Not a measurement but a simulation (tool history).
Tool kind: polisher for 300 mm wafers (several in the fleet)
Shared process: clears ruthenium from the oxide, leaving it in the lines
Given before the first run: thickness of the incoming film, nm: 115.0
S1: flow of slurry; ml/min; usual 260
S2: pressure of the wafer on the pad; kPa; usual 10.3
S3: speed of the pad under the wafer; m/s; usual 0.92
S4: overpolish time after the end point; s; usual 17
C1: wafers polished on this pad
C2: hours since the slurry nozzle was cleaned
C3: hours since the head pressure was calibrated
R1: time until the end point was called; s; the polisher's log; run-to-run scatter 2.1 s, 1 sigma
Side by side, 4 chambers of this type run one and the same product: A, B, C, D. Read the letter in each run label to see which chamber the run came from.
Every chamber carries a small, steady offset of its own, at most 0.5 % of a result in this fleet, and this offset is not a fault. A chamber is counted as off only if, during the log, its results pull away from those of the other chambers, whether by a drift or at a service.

run,hour,S1,S2,S3,S4,C1,C2,C3,R1
1D,6.3,260,10.3,0.92,17,455,220.8,380.7,160.00
2A,9.6,260,10.3,0.92,17,537,41.1,536.5,159.24
# hour 14.1: chamber B: worn pad replaced by a new one
3C,14.9,260,10.3,0.92,17,624,79.9,224.3,158.40
# hour 15.3: chamber D: slurry nozzle cleaned
# hour 18.6: chamber C: worn pad replaced by a new one
4B,18.8,260,10.3,0.92,17,42,498.7,276.8,157.01
5A,25.4,260,10.3,1.04,17,678,56.9,552.3,139.46
6B,31.1,260,10.3,1.04,17,151,511.0,289.1,140.55
7C,36.9,260,10.3,1.04,17,163,101.9,246.3,142.93
8D,41.4,260,10.3,1.04,17,768,26.2,415.8,137.92
9C,47.5,260,10.3,0.92,17,257,112.5,256.9,156.47
10D,51.7,260,10.3,0.92,17,859,36.5,426.1,155.11
11B,56.4,260,10.3,0.92,17,377,536.3,314.4,155.85
12A,62.1,260,13.1,0.92,13,1005,93.6,589.0,123.14
13D,68.4,260,13.1,0.92,13,1008,53.2,442.8,121.65
14C,71.9,260,13.1,0.92,13,474,136.9,281.3,123.53
# hour 75.3: chamber A: worn pad replaced by a new one
15B,77.6,260,13.1,0.92,13,565,557.5,335.6,124.46
16A,83.7,260,10.3,0.92,17,74,115.2,610.6,157.18
17D,88.6,260,10.3,0.92,17,1188,73.4,463.0,156.09
# hour 89.9: chamber C: worn pad replaced by a new one
18C,94.1,260,10.3,0.92,17,37,159.1,303.5,159.34
19B,100.0,260,10.3,0.92,17,765,579.9,358.0,154.64
# hour 100.3: chamber B: slurry nozzle cleaned
20A,105.3,260,10.3,0.92,17,267,136.8,632.2,155.60
21B,112.2,260,10.3,0.92,17,873,11.9,370.2,152.52
22C,117.8,260,10.3,0.92,17,248,182.8,327.2,156.27
# hour 123.6: chamber B: worn pad replaced by a new one
23D,124.8,260,10.3,0.92,17,1510,109.6,499.2,158.06
24A,132.0,260,10.3,0.92,27,504,163.5,658.9,151.52
25D,136.7,260,10.3,0.92,27,1616,121.5,511.1,157.17
26C,140.3,260,10.3,0.92,27,448,205.3,349.7,155.88
# hour 140.8: chamber D: worn pad replaced by a new one
27B,147.4,260,10.3,0.92,27,212,47.1,405.4,153.73
28A,152.5,260,10.3,0.92,17,687,184.0,679.4,156.76
# hour 155.8: chamber C: worn pad replaced by a new one
29D,159.5,260,10.3,0.92,17,166,144.3,533.9,153.12
# hour 159.8: chamber C: slurry nozzle cleaned
30A,165.0,260,10.3,0.92,17,798,196.5,691.9,157.05
31B,170.0,260,10.3,0.92,17,413,69.7,428.0,152.89
32C,176.9,260,10.3,0.92,17,188,17.2,386.3,158.76
# hour 178.7: chamber A: worn pad replaced by a new one
33D,183.6,260,10.3,0.92,17,381,168.4,558.0,156.94
34C,186.9,260,10.3,0.92,17,277,27.2,396.3,152.72
35A,194.4,260,10.3,0.92,17,139,225.9,721.3,156.35
36B,201.3,260,10.3,0.92,17,692,101.0,459.3,159.41
37A,204.9,260,10.3,0.92,17,233,236.4,731.8,151.97
38D,212.0,260,10.3,0.92,17,634,196.8,586.4,156.65
39B,219.2,260,10.3,1.16,17,851,118.9,477.2,124.76
40C,222.5,260,10.3,1.16,17,593,62.8,431.9,126.48
41C,227.6,260,10.3,1.16,17,639,67.9,437.0,126.52
42B,232.9,260,10.3,1.16,17,973,132.6,490.9,125.68

Predict what each chamber gives when all 4 of them run the settings below next.
43A,238.3,260,10.3,0.92,17,,,,?
43B,238.3,260,10.3,0.92,17,,,,?
43C,238.3,260,10.3,0.92,17,,,,?
43D,238.3,260,10.3,0.92,17,,,,?

run,R1
43A,157.67
43B,158.65
43C,155.44
43D,158.39

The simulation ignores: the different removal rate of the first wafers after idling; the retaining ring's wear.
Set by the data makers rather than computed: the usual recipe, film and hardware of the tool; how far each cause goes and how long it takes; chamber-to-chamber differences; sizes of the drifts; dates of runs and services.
